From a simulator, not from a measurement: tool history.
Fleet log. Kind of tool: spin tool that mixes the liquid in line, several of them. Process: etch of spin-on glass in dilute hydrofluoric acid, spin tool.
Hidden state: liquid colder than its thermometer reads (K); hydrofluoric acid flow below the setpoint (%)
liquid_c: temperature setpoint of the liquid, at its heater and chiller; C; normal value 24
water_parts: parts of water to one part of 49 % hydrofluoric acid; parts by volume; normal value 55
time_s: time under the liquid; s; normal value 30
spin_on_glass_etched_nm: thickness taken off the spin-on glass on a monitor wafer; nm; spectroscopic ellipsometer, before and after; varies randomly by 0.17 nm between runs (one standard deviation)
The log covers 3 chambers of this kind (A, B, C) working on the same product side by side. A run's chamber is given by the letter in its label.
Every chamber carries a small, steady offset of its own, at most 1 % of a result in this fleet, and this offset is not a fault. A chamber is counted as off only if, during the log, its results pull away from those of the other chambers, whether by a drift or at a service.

run,hour,liquid_c,water_parts,time_s,hours since the thermometer was replaced,hours since the hydrofluoric acid flow meter was replaced,"read-back film thickness of the spin-on glass reference wafer, read on the same gauge (nm)",spin_on_glass_etched_nm
1A,6.7,24,55,30,906.5,814.1,89.999,25.282
2C,14.8,24,55,30,1390.2,248.4,89.978,25.217
3B,19,24,55,30,397.9,1282,90.019,25.283
4B,24,24,55,30,402.9,1287,90.021,25.665
5C,30.4,24,55,30,1405.8,264,90.029,25.199
6A,38.6,24,55,30,938.4,846,89.971,25.511
7A,44.7,24,55,30,944.5,852.1,89.984,25.366
8C,50.1,24,55,30,1425.5,283.7,90.007,25.443
9B,55.4,24,55,30,434.3,1318.4,89.967,24.929
10C,63.1,24,55,20,1438.5,296.7,90.008,16.907
11A,69.1,24,55,20,968.9,876.5,90.007,16.924
12B,76.9,24,55,20,455.8,1339.9,90.011,16.336
13C,81,24,55,30,1456.4,314.6,89.99,24.981
14B,89,24,55,30,467.9,1352,89.952,24.337
15A,95.8,24,55,30,995.6,903.2,90.02,25.526
16B,103.6,24,55,30,482.5,1366.6,90.004,24.814
17C,110.9,24,55,30,1486.3,344.5,90.024,24.778
18A,115.6,24,55,30,1015.4,923,90.024,25.495
19A,121.7,24,55,30,1021.5,929.1,90.01,25.365
20C,127.4,25.5,55,45,1502.8,361,90.022,40.121
21B,131.9,25.5,55,45,510.8,1394.9,90.019,38.06
22B,136.5,25.5,55,45,515.4,1399.5,90.021,38.375
23C,143.8,24,55,30,1519.2,377.4,89.971,25.34
24A,149.9,24,55,30,1049.7,957.3,90.005,25.4

Has any chamber moved away from the others, gradually or after a service, or does the common gauge drift, or do the chambers differ only by their own small steady offsets? State the chamber and the most likely cause if one applies.

One chamber, B, drifts off from the rest bit by bit.
Likeliest cause: liquid colder than its thermometer reads (K) = 1.63.
With only this log, it may be confused with: hydrofluoric acid flow below the setpoint (%).

Below are 4 candidate recipes for chamber B's next run, each the usual settings with a change, their results shown as question marks. Which of them brings B's results back in line with what the other chambers give on the usual settings?
In line here means within this much of the mean the other chambers give on the usual settings: spin_on_glass_etched_nm 0.59 nm
25B-1,156,22.5,55,30,,,,?
25B-2,156,23.5,55,30,,,,?
25B-3,156,25.5,55,30,,,,?
25B-4,156,24.5,55,30,,,,?

Average result of the remaining chambers running the usual settings: spin_on_glass_etched_nm 25.357 nm
run,spin_on_glass_etched_nm
25B-1,22.323
25B-2,23.278
25B-3,25.275
25B-4,24.255
With 25B-3, the chamber falls back in line with the rest.
